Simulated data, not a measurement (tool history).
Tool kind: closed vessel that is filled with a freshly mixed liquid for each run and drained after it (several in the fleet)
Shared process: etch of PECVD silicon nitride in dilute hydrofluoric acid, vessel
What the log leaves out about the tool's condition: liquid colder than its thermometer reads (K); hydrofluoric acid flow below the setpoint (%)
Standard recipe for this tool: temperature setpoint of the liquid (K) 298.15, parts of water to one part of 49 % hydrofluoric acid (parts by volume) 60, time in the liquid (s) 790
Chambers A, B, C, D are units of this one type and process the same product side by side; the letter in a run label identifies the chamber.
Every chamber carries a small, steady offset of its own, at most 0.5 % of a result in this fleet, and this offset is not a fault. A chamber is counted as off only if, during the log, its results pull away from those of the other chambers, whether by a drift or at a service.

run   hour  temperature setpoint of the liquid (K)  parts of water to one part of 49 % hydrofluoric acid (parts by volume)  time in the liquid (s)  hours since the thermometer was replaced  hours since the hydrofluoric acid flow meter was replaced  read-back film thickness of the PECVD silicon nitride reference wafer, read on the same gauge (nm)  thickness taken off the PECVD silicon nitride on a monitor wafer (angstrom)
 1B    7.3                                  298.15                                                                      60                     790                                    2096.9                                                     1654.3                                                                                              49.979                                                                       317.75
 2D   18.8                                  298.15                                                                      60                     790                                     739.1                                                      181.2                                                                                              49.948                                                                        318.6
 3C   27.1                                  298.15                                                                      60                     790                                    1116.2                                                      608.1                                                                                              49.972                                                                       320.87
 4A   39.8                                  298.15                                                                      60                     790                                     923.4                                                     1147.9                                                                                              49.979                                                                       310.79
 5C   45.8                                  298.15                                                                      60                     790                                    1134.9                                                      626.8                                                                                              50.002                                                                       312.01
 6A   53.8                                  298.15                                                                      70                     790                                     937.4                                                     1161.9                                                                                              49.999                                                                       265.81
 7D   66.6                                  298.15                                                                      70                     790                                     786.9                                                        229                                                                                              50.015                                                                       270.74
 8B   77.3                                  298.15                                                                      70                     790                                    2166.9                                                     1724.3                                                                                              49.976                                                                       268.61
 9C   83.7                                  298.15                                                                      70                     790                                    1172.8                                                      664.7                                                                                              49.991                                                                       273.29
10B   94.5                                  298.15                                                                      60                     790                                    2184.1                                                     1741.5                                                                                              50.003                                                                       312.32
      99.6  -- chamber C: thermometer replaced
11A    107                                  298.15                                                                      60                     790                                     990.6                                                     1215.1                                                                                               49.99                                                                       312.83
12D  113.3                                  298.15                                                                      60                     790                                     833.6                                                      275.7                                                                                              49.955                                                                       311.17
13A    121                                  298.15                                                                      60                     790                                    1004.6                                                     1229.1                                                                                              49.989                                                                       314.42
14D    133                                  298.15                                                                      60                     790                                     853.3                                                      295.4                                                                                              50.021                                                                        312.3
     136.1  -- chamber B: hydrofluoric acid flow meter replaced
15B  139.6                                  298.15                                                                      60                     790                                    2229.2                                                        3.6                                                                                              49.964                                                                       312.28
16C  150.1                                  298.15                                                                      60                     790                                      50.5                                                      731.1                                                                                              50.018                                                                       315.88
17D  159.8                                  295.65                                                                      60                     790                                     880.1                                                      322.2                                                                                              50.035                                                                       266.18
18A  173.1                                  295.65                                                                      60                     790                                    1056.7                                                     1281.2                                                                                               49.97                                                                       267.42
19C  184.9                                  295.65                                                                      60                     790                                      85.3                                                      765.9                                                                                              49.975                                                                       264.49
20B  193.7                                  295.65                                                                      60                     790                                    2283.3                                                       57.7                                                                                              50.013                                                                        266.4
21C    207                                  298.15                                                                      60                     790                                     107.4                                                        788                                                                                              50.032                                                                       317.28
22D  219.4                                  298.15                                                                      60                     790                                     939.7                                                      381.8                                                                                              50.042                                                                       307.25
23A  230.7                                  298.15                                                                      60                     790                                    1114.3                                                     1338.8                                                                                              49.996                                                                       315.81
24B  237.4                                  298.15                                                                      60                     790                                      2327                                                      101.4                                                                                              50.043                                                                       311.32
25A  244.2                                  298.15                                                                      60                     790                                    1127.8                                                     1352.3                                                                                              49.946                                                                       310.42
26D  253.3                                  298.15                                                                      60                     790                                     973.6                                                      415.7                                                                                              50.026                                                                       303.89
27B  262.6                                  298.15                                                                      60                     790                                    2352.2                                                      126.6                                                                                               49.98                                                                       313.19
28C  274.2                                  298.15                                                                      60                     790                                     174.6                                                      855.2                                                                                              50.004                                                                       312.88
29D  280.3                                  298.15                                                                      60                     790                                    1000.6                                                      442.7                                                                                              50.017                                                                       303.67
30A  293.2                                  298.15                                                                      75                     790                                    1176.8                                                     1401.3                                                                                              49.983                                                                       250.44
31B  302.3                                  298.15                                                                      75                     790                                    2391.9                                                      166.3                                                                                              49.988                                                                       248.99
32C  314.2                                  298.15                                                                      75                     790                                     214.6                                                      895.2                                                                                              50.012                                                                       252.34
33D  322.7                                  298.15                                                                      75                     790                                      1043                                                      485.1                                                                                              50.006                                                                       239.28
34C  329.9                                  298.15                                                                      60                     790                                     230.3                                                      910.9                                                                                              49.978                                                                       314.11
35A  338.2                                  298.15                                                                      60                     790                                    1221.8                                                     1446.3                                                                                              50.021                                                                       315.84
36B  345.5                                  296.65                                                                      80                     790                                    2435.1                                                      209.5                                                                                              50.011                                                                       212.71
     347.2  -- chamber B: thermometer replaced
37A  355.9                                  296.65                                                                      80                     790                                    1239.5                                                       1464                                                                                              49.996                                                                       214.16
38C  366.9                                  296.65                                                                      80                     790                                     267.3                                                      947.9                                                                                              50.033                                                                       214.19
39B  372.7                                  296.65                                                                      80                     790                                      25.6                                                      236.7                                                                                              49.979                                                                       215.39
40D  384.7                                  298.15                                                                      60                     790                                      1105                                                      547.1                                                                                               49.99                                                                       298.24
41B  393.2                                  298.15                                                                      60                     790                                      46.1                                                      257.2                                                                                              50.006                                                                       315.22

One chamber off, gauge drift, or nothing amiss beyond the chambers' own small offsets? If it is a chamber, which one, and what is the likeliest cause?

Chamber D drifts away from the others.
Cause: liquid colder than its thermometer reads (K) = 0.965.
With only this log, it may be confused with: hydrofluoric acid flow below the setpoint (%).

Which of the 4 candidates below, each the usual settings with something changed and its results left as question marks, puts chamber D back in line with what the other chambers give on the usual settings?
Allowed miss from the other chambers' usual-settings mean, per result, to count as in line: thickness taken off the PECVD silicon nitride on a monitor wafer (angstrom) 7.7
42D-1  402.8                                  298.15                                                                      60                     745                                                                                                                                                                                                                                                                                     ?
42D-2  402.8                                  298.15                                                                      60                     840                                                                                                                                                                                                                                                                                     ?
42D-3  402.8                                  298.15                                                                      60                     800                                                                                                                                                                                                                                                                                     ?
42D-4  402.8                                  298.15                                                                      60                     780                                                                                                                                                                                                                                                                                     ?

The other chambers' mean on the usual settings: thickness taken off the PECVD silicon nitride on a monitor wafer (angstrom) 314.38
  run  thickness taken off the PECVD silicon nitride on a monitor wafer (angstrom)
42D-1                                                                       279.98
42D-2                                                                       315.68
42D-3                                                                       300.65
42D-4                                                                       293.13
It is 42D-2 that realigns the chamber with its peers.
